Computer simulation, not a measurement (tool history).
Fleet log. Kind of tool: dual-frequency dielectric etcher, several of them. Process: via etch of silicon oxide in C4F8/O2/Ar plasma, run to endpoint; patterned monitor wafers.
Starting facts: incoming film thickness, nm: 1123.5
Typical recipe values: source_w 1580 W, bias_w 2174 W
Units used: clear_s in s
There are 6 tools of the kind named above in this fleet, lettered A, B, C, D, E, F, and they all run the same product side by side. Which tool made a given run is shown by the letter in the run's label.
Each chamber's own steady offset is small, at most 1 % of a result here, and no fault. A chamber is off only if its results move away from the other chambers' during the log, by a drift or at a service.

run,hour,source_w,bias_w,clear_s
# hour 9.1: chamber F: wet clean of the chamber
1C,10.2,1580,2174,235.38
2B,18.2,1580,2174,236.66
3E,29.9,1580,2174,236.73
4F,43.6,1580,2174,237.93
5A,52.9,1580,2174,238.6
# hour 63: chamber B: bias power generator calibrated
6D,66.5,1580,1829,247.73
7D,80.8,1580,1829,250.81
8B,87.5,1580,1829,244.26
# hour 93.1: chamber E: wet clean of the chamber
9C,96.9,1580,1829,247.32
10E,107.4,1580,1829,249.35
11A,118.1,1580,1829,248.09
12F,132.1,1580,2174,235.99
13A,140.9,1580,2174,237.33
14F,150.3,1580,2174,236.18
15E,162.5,1580,2174,236.9
16D,174.8,1580,2174,238.3
17C,182.8,1580,2174,237.86
# hour 186.1: chamber D: wet clean of the chamber
18B,193.5,1580,2174,236.2
# hour 194.2: chamber B: wet clean of the chamber
19C,203.9,1580,2174,233.5
20A,218.8,1580,2174,234.92
21E,226.2,1820,2174,223.65
22F,233,1820,2174,222.78
23B,248.1,1820,2174,220.89
24D,263.3,1820,2174,222.05
25D,274.1,1820,2174,222.3
26B,287.3,1820,2174,222.43
27A,299.3,1580,2174,241.75
28C,306.9,1580,2174,233.59
29F,321,1580,2174,237.7
30E,334.1,1580,2174,239.41
# hour 344.7: chamber A: wet clean of the chamber
31E,348.3,1580,2174,238.44
# hour 359.3: chamber C: bias power generator calibrated
32D,359.5,1580,2174,240.21
33B,368,1580,2174,235.32
34A,378.4,1580,2174,235.66
35C,390.9,1940,2174,217.94
36F,404,1940,2174,220.76
37A,418.7,1940,2174,217.68
# hour 420.8: chamber E: source power generator calibrated
# hour 424.3: chamber F: wet clean of the chamber
38C,428.6,1940,2174,222.33
39D,443,1940,2174,218.8
# hour 444.1: chamber E: bias power generator calibrated
40F,454.4,1940,2174,220.6
41E,461.6,1780,1867,238.65
42B,468.6,1780,1867,235.28
43B,476.6,1780,1867,236.19

Is one chamber off against the others, does the gauge drift, or is nothing wrong? If a chamber is off, say which, and what the likeliest cause is.

Neither any chamber nor the gauge drifts; the chambers differ only by their own small, steady offsets.
